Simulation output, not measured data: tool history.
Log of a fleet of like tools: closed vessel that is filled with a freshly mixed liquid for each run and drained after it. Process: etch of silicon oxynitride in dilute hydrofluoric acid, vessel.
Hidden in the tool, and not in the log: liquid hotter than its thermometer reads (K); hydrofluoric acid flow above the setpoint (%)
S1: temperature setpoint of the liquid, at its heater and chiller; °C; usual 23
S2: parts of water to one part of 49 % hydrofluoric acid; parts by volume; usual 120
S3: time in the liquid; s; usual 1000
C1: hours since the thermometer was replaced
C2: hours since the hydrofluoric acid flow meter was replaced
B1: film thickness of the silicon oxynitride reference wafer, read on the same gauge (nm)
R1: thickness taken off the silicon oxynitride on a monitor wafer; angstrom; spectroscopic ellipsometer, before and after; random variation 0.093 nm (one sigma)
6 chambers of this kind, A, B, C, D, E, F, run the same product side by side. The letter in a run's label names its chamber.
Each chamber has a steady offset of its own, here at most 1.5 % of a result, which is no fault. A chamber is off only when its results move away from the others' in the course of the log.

run	hour	S1	S2	S3	C1	C2	B1	R1
1C	6.9	23	120	1000	1557.2	611.1	130.02	112.94
# hour 11.3: chamber D: thermometer replaced
2E	17.7	23	120	1000	1886.7	1065.9	130.01	113.03
3B	27.8	23	120	1000	1060	1396.5	130	111.5
4A	33.5	23	120	1000	48.8	317.1	130.01	111.96
5F	39.4	23	120	1000	2036	838.3	129.99	111.7
6D	50.3	23	120	1000	39.1	1236.2	130.01	111.84
7D	57.5	23	120	1000	46.3	1243.4	130.01	111.01
8F	63.1	23	120	1000	2059.7	862	129.99	112.56
9B	73.9	23	120	1000	1106.1	1442.6	129.95	114.75
# hour 74.2: chamber C: hydrofluoric acid flow meter replaced
10C	80.8	23	120	1000	1631.1	6.6	130	112
11A	92.6	23	120	1000	107.9	376.2	130	113.18
12E	98.2	23	120	1000	1967.2	1146.4	129.98	111.91
13E	103.9	23	120	1000	1972.9	1152.1	130.03	111.33
14C	112.1	23	120	760	1662.4	37.9	130.02	84.647
15B	119.5	23	120	760	1151.7	1488.2	130.02	86.412
16A	130.2	23	120	760	145.5	413.8	130	85.876
17F	137.6	23	120	760	2134.2	936.5	130	86.444
18D	145.6	23	120	760	134.4	1331.5	129.98	83.003
# hour 146: chamber B: hydrofluoric acid flow meter replaced
# hour 152.3: chamber E: thermometer replaced
19B	155.3	23	120	760	1187.5	9.4	130.02	85.16
20A	164.5	26	120	1380	179.8	448.1	130.03	180.23
21F	172.4	26	120	1380	2169	971.3	130.02	182.21
22D	179.9	26	120	1380	168.7	1365.8	129.98	173.58
23C	186.1	26	120	1380	1736.4	111.9	130	175.76
24E	195.4	26	120	1380	43.1	1243.6	129.99	179.56
# hour 197.7: chamber A: hydrofluoric acid flow meter replaced
25F	203.1	26	120	1380	2199.7	1002	130.06	180.58
26C	213.1	23	120	1000	1763.4	138.9	129.99	112.94
27D	222.7	23	120	1000	211.5	1408.6	130.01	112.16
28B	231.7	23	120	1000	1263.9	85.8	130.05	113.75
29A	243.1	23	120	1000	258.4	45.5	130.05	113.62
30E	251.3	23	120	1000	99	1299.5	129.97	112.16
31F	260.8	23	120	1000	2257.4	1059.7	130.01	113.37
32B	271.4	23	120	1000	1303.6	125.5	129.96	112.49
33D	279.1	23	120	1000	267.9	1465	130.04	112.17
34C	284.8	23	120	1000	1835.1	210.6	129.97	113.63
35E	295.9	23	120	1000	143.6	1344.1	130.02	113.04
36A	305.5	23	120	1000	320.8	107.9	129.97	114.09
37A	315.7	23	120	1000	331	118.1	129.97	111.34
38F	325.5	23	120	1000	2322.1	1124.4	130.03	112.64
39E	336.3	23	120	1000	184	1384.5	130.03	113.55
40C	342	23	120	1000	1892.3	267.8	130.03	112.51
41B	351.4	23	140	565	1383.6	205.5	129.95	53.322

Next, every chamber runs the same settings. What will each give?
42A	360.6	26.5	120	1000				?
42B	360.6	26.5	120	1000				?
42C	360.6	26.5	120	1000				?
42D	360.6	26.5	120	1000				?
42E	360.6	26.5	120	1000				?
42F	360.6	26.5	120	1000				?

run	R1
42A	134.12
42B	132.79
42C	133.26
42D	129.77
42E	133.36
42F	136.01

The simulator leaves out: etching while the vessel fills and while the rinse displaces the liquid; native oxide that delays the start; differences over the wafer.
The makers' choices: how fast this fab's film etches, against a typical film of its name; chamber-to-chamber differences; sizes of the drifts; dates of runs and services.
